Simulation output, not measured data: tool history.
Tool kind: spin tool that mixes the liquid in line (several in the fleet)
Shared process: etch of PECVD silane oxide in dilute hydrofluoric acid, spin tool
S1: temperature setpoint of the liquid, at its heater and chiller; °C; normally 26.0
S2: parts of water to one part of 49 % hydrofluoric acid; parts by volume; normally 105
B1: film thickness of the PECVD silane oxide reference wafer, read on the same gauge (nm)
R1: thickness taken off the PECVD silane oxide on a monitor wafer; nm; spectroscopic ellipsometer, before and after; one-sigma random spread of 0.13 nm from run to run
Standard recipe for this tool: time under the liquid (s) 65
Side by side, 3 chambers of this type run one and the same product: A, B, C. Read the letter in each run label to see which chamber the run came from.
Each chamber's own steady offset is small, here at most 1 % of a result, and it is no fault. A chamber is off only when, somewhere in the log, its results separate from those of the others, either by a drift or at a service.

Run 1A, hour 5.5: usual settings; B1 50.053. Result: R1 16.1710 nm.
Run 2C, hour 12.8: usual settings; B1 49.986. Result: R1 16.0700 nm.
Run 3B, hour 23.3: usual settings; B1 49.993. Result: R1 15.9350 nm.
Run 4A, hour 32.1: usual settings; B1 49.996. Result: R1 16.1260 nm.
Run 5C, hour 39.8: usual settings but S1 29.0 °C, S2 80 parts by volume; B1 49.995. Result: R1 24.7020 nm.
Run 6B, hour 46.9: usual settings but S1 29.0 °C, S2 80 parts by volume; B1 50.005. Result: R1 24.3560 nm.
Run 7A, hour 53.8: usual settings but S1 29.0 °C, S2 80 parts by volume; B1 49.965. Result: R1 24.3640 nm.
Run 8C, hour 64.3: usual settings; B1 50.020. Result: R1 15.7680 nm.
Run 9B, hour 70.5: usual settings; B1 49.983. Result: R1 15.7040 nm.
Run 10B, hour 75.8: usual settings; B1 50.009. Result: R1 15.7010 nm.
Run 11C, hour 85.5: usual settings but S1 28.5 °C, time under the liquid (s) 35; B1 49.976. Result: R1 9.5766 nm.
At hour 93.6: chamber B: hydrofluoric acid flow meter replaced.
Run 12A, hour 95.9: usual settings but S1 28.5 °C, time under the liquid (s) 35; B1 49.969. Result: R1 9.4985 nm.
Run 13B, hour 103.1: usual settings but S1 28.5 °C, time under the liquid (s) 35; B1 49.950. Result: R1 9.2349 nm.
Run 14A, hour 113.6: usual settings; B1 49.965. Result: R1 16.0260 nm.
Run 15C, hour 120.9: usual settings; B1 49.969. Result: R1 15.8910 nm.
Run 16B, hour 126.0: usual settings; B1 50.024. Result: R1 15.8980 nm.
Run 17A, hour 131.7: usual settings; B1 49.958. Result: R1 16.2190 nm.
Run 18C, hour 136.9: usual settings; B1 49.981. Result: R1 16.1400 nm.
Run 19B, hour 144.1: usual settings; B1 50.044. Result: R1 15.8300 nm.
Run 20A, hour 152.0: usual settings; B1 50.008. Result: R1 16.4090 nm.
Run 21C, hour 160.0: usual settings; B1 49.989. Result: R1 15.9810 nm.
Run 22C, hour 168.8: usual settings; B1 50.039. Result: R1 15.9690 nm.
Run 23B, hour 176.9: usual settings; B1 50.062. Result: R1 15.8420 nm.
Run 24A, hour 188.0: usual settings; B1 50.021. Result: R1 16.3080 nm.
Run 25C, hour 196.1: usual settings; B1 50.016. Result: R1 16.1720 nm.
Run 26A, hour 203.2: usual settings; B1 49.979. Result: R1 16.3850 nm.
Run 27B, hour 212.4: usual settings; B1 49.975. Result: R1 15.6520 nm.
Run 28C, hour 221.6: usual settings but S2 125 parts by volume; B1 49.971. Result: R1 13.0860 nm.
Run 29B, hour 230.3: usual settings but S2 125 parts by volume; B1 50.010. Result: R1 12.7820 nm.
Run 30A, hour 236.7: usual settings but S2 125 parts by volume; B1 50.017. Result: R1 13.8850 nm.
Run 31A, hour 247.4: usual settings but S1 23.5 °C, time under the liquid (s) 80; B1 49.951. Result: R1 18.6670 nm.
Run 32B, hour 253.9: usual settings but S1 23.5 °C, time under the liquid (s) 80; B1 49.959. Result: R1 17.6660 nm.
Run 33C, hour 264.0: usual settings but S1 23.5 °C, time under the liquid (s) 80; B1 50.002. Result: R1 17.9300 nm.
Run 34C, hour 275.0: usual settings; B1 50.009. Result: R1 16.0370 nm.
Run 35B, hour 285.0: usual settings; B1 50.023. Result: R1 15.8020 nm.
Run 36A, hour 292.0: usual settings but S1 30.5 °C; B1 50.025. Result: R1 19.7930 nm.
Run 37B, hour 297.8: usual settings but S1 30.5 °C; B1 50.013. Result: R1 18.6370 nm.
Run 38A, hour 302.9: usual settings but S1 30.5 °C; B1 50.062. Result: R1 19.9290 nm.
Run 39C, hour 313.8: usual settings; B1 49.960. Result: R1 16.1070 nm.
Run 40B, hour 322.0: usual settings; B1 50.017. Result: R1 15.8090 nm.
Run 41A, hour 331.0: usual settings; B1 50.007. Result: R1 17.0660 nm.

Read the log: is a single chamber off, either drifting away or since a service, is the gauge that measures every chamber drifting, or is nothing wrong beyond small per-chamber offsets? Name any odd chamber and what most likely caused it.

It is chamber A that slowly wanders off from its peers.
Likeliest cause: liquid hotter than its thermometer reads (K) = 1.99.
It could be hard to tell apart here from: hydrofluoric acid flow above the setpoint (%).

Here are 4 candidates for chamber A's next run, each the usual settings with a change, their results left as question marks. Which one brings its results back in line with what the others give on the usual settings?
In-line tolerance around the mean of the other chambers on the usual settings: R1 0.4500 nm
Run 42A-1, hour 338.9: usual settings but time under the liquid (s) 70. Result: R1 ?.
Run 42A-2, hour 338.9: usual settings but S1 25.5 °C, S2 110 parts by volume, time under the liquid (s) 60. Result: R1 ?.
Run 42A-3, hour 338.9: usual settings but time under the liquid (s) 60. Result: R1 ?.
Run 42A-4, hour 338.9: usual settings but S1 30.0 °C. Result: R1 ?.

The mean the other chambers reach with the usual settings: R1 15.9170 nm
  run       R1
42A-1  18.5230
42A-2  14.7860
42A-3  15.8760
42A-4  19.9400
42A-3 brings the chamber back in line.
